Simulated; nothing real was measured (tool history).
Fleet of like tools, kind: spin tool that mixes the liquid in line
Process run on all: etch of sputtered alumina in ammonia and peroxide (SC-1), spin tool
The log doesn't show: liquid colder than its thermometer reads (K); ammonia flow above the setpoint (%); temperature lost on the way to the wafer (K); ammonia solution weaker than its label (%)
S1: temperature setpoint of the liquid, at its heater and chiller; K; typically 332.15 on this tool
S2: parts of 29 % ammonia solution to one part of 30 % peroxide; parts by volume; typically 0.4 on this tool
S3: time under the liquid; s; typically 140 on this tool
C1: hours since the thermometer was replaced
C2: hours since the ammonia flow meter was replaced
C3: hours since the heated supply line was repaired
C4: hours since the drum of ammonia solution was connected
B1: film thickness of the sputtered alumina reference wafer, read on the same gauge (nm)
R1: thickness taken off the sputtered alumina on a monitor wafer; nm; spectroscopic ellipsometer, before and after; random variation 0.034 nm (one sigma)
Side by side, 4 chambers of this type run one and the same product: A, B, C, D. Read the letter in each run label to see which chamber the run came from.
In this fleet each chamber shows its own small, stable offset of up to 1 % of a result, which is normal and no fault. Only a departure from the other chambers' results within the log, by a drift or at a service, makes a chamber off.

| run | hour | S1 | S2 | S3 | C1 | C2 | C3 | C4 | B1 | R1 |
|---|---|---|---|---|---|---|---|---|---|---|
| 1D | 4.1 | 332.15 | 0.4 | 140 | 1300.7 | 1239.9 | 1267.5 | 129.8 | 109.98 | 9.6049 |
| 2A | 11.1 | 332.15 | 0.4 | 140 | 426.6 | 687.7 | 2172.9 | 352.5 | 110.01 | 9.5145 |
| 3B | 17.1 | 332.15 | 0.4 | 140 | 2357.7 | 938.4 | 271.0 | 386.5 | 109.97 | 9.6292 |
| 4C | 22.7 | 332.15 | 0.4 | 140 | 439.3 | 40.6 | 1278.7 | 72.2 | 109.99 | 9.4998 |
| 5B | 29.4 | 332.15 | 0.4 | 140 | 2370.0 | 950.7 | 283.3 | 398.8 | 109.99 | 9.6308 |
| 6A | 36.2 | 332.15 | 0.4 | 140 | 451.7 | 712.8 | 2198.0 | 377.6 | 110.02 | 9.4963 |
| 7D | 41.6 | 325.15 | 0.4 | 80 | 1338.2 | 1277.4 | 1305.0 | 167.3 | 110.01 | 3.7628 |
| 8C | 45.1 | 325.15 | 0.4 | 80 | 461.7 | 63.0 | 1301.1 | 94.6 | 109.99 | 3.7464 |
| 9C | 50.7 | 325.15 | 0.4 | 80 | 467.3 | 68.6 | 1306.7 | 100.2 | 110.00 | 3.7663 |
| 10A | 55.6 | 325.15 | 0.4 | 80 | 471.1 | 732.2 | 2217.4 | 397.0 | 109.97 | 3.8048 |
| 11D | 59.2 | 332.15 | 0.4 | 140 | 1355.8 | 1295.0 | 1322.6 | 184.9 | 109.98 | 9.5793 |
| 12B | 65.7 | 332.15 | 0.4 | 140 | 2406.3 | 987.0 | 319.6 | 435.1 | 109.97 | 9.6812 |
| 13D | 70.3 | 332.15 | 0.4 | 140 | 1366.9 | 1306.1 | 1333.7 | 196.0 | 110.03 | 9.6051 |
| 14B | 76.1 | 332.15 | 0.4 | 140 | 2416.7 | 997.4 | 330.0 | 445.5 | 109.97 | 9.7488 |
| 15C | 83.3 | 332.15 | 0.4 | 140 | 499.9 | 101.2 | 1339.3 | 132.8 | 109.98 | 9.4265 |
| 16A | 87.2 | 332.15 | 0.4 | 140 | 502.7 | 763.8 | 2249.0 | 428.6 | 110.03 | 9.5658 |
| 17C | 93.7 | 340.15 | 0.6 | 140 | 510.3 | 111.6 | 1349.7 | 143.2 | 110.02 | 14.6430 |
| 18A | 97.0 | 340.15 | 0.6 | 140 | 512.5 | 773.6 | 2258.8 | 438.4 | 110.03 | 14.7120 |
|  | 101.7 | chamber B: new drum of ammonia solution connected |
| 19D | 101.8 | 340.15 | 0.6 | 140 | 1398.4 | 1337.6 | 1365.2 | 227.5 | 110.00 | 14.8600 |
|  | 107.6 | chamber B: ammonia flow meter replaced |
| 20B | 109.4 | 340.15 | 0.6 | 140 | 2450.0 | 1.9 | 363.3 | 7.8 | 110.02 | 14.9390 |
| 21C | 116.2 | 332.15 | 0.4 | 140 | 532.8 | 134.1 | 1372.2 | 165.7 | 109.97 | 9.4479 |
| 22B | 123.5 | 332.15 | 0.4 | 140 | 2464.1 | 16.0 | 377.4 | 21.9 | 110.01 | 9.6497 |
| 23A | 130.1 | 332.15 | 0.4 | 140 | 545.6 | 806.7 | 2291.9 | 471.5 | 109.99 | 9.5815 |
| 24D | 135.7 | 332.15 | 0.4 | 140 | 1432.3 | 1371.5 | 1399.1 | 261.4 | 109.98 | 9.5707 |
| 25C | 142.3 | 332.15 | 0.4 | 95 | 558.9 | 160.2 | 1398.3 | 191.8 | 109.99 | 6.3997 |
| 26A | 148.1 | 332.15 | 0.4 | 95 | 563.6 | 824.7 | 2309.9 | 489.5 | 109.97 | 6.4571 |
| 27B | 154.4 | 332.15 | 0.4 | 95 | 2495.0 | 46.9 | 408.3 | 52.8 | 110.00 | 6.5651 |
| 28D | 158.1 | 332.15 | 0.4 | 95 | 1454.7 | 1393.9 | 1421.5 | 283.8 | 109.98 | 6.4779 |
| 29C | 163.7 | 332.15 | 0.4 | 140 | 580.3 | 181.6 | 1419.7 | 213.2 | 109.99 | 9.3709 |
| 30B | 168.8 | 332.15 | 0.4 | 140 | 2509.4 | 61.3 | 422.7 | 67.2 | 109.98 | 9.6673 |
| 31D | 172.6 | 332.15 | 0.4 | 140 | 1469.2 | 1408.4 | 1436.0 | 298.3 | 110.01 | 9.6486 |
| 32A | 178.9 | 332.15 | 0.4 | 140 | 594.4 | 855.5 | 2340.7 | 520.3 | 110.03 | 9.5516 |
| 33B | 182.4 | 332.15 | 0.4 | 140 | 2523.0 | 74.9 | 436.3 | 80.8 | 109.99 | 9.6614 |
| 34D | 187.9 | 332.15 | 0.4 | 140 | 1484.5 | 1423.7 | 1451.3 | 313.6 | 110.00 | 9.5818 |
|  | 188.1 | chamber D: new drum of ammonia solution connected |
| 35C | 194.7 | 332.15 | 0.4 | 140 | 611.3 | 212.6 | 1450.7 | 244.2 | 110.02 | 9.3715 |
| 36A | 199.4 | 332.15 | 0.4 | 140 | 614.9 | 876.0 | 2361.2 | 540.8 | 109.99 | 9.5283 |
| 37D | 205.8 | 332.15 | 0.4 | 140 | 1502.4 | 1441.6 | 1469.2 | 17.8 | 110.00 | 9.6353 |
| 38C | 209.2 | 332.15 | 0.4 | 70 | 625.8 | 227.1 | 1465.2 | 258.7 | 109.98 | 4.6529 |
| 39B | 215.9 | 332.15 | 0.4 | 70 | 2556.5 | 108.4 | 469.8 | 114.3 | 110.00 | 4.8292 |
| 40A | 222.1 | 332.15 | 0.4 | 70 | 637.6 | 898.7 | 2383.9 | 563.5 | 110.02 | 4.7661 |
| 41A | 226.5 | 332.15 | 0.4 | 70 | 642.0 | 903.1 | 2388.3 | 567.9 | 109.99 | 4.7680 |
| 42B | 232.6 | 332.15 | 0.4 | 140 | 2573.2 | 125.1 | 486.5 | 131.0 | 109.99 | 9.6667 |
| 43D | 236.7 | 332.15 | 0.4 | 140 | 1533.3 | 1472.5 | 1500.1 | 48.7 | 110.00 | 9.5216 |
| 44C | 240.9 | 336.15 | 0.5 | 140 | 657.5 | 258.8 | 1496.9 | 290.4 | 109.97 | 11.6390 |

Next, every chamber runs the same settings. What will each give?
| 45A | 246.4 | 332.15 | 0.5 | 140 |  |  |  |  |  | ? |
| 45B | 246.4 | 332.15 | 0.5 | 140 |  |  |  |  |  | ? |
| 45C | 246.4 | 332.15 | 0.5 | 140 |  |  |  |  |  | ? |
| 45D | 246.4 | 332.15 | 0.5 | 140 |  |  |  |  |  | ? |

| run | R1 |
|---|---|
| 45A | 9.7112 |
| 45B | 9.8953 |
| 45C | 9.5129 |
| 45D | 9.8366 |
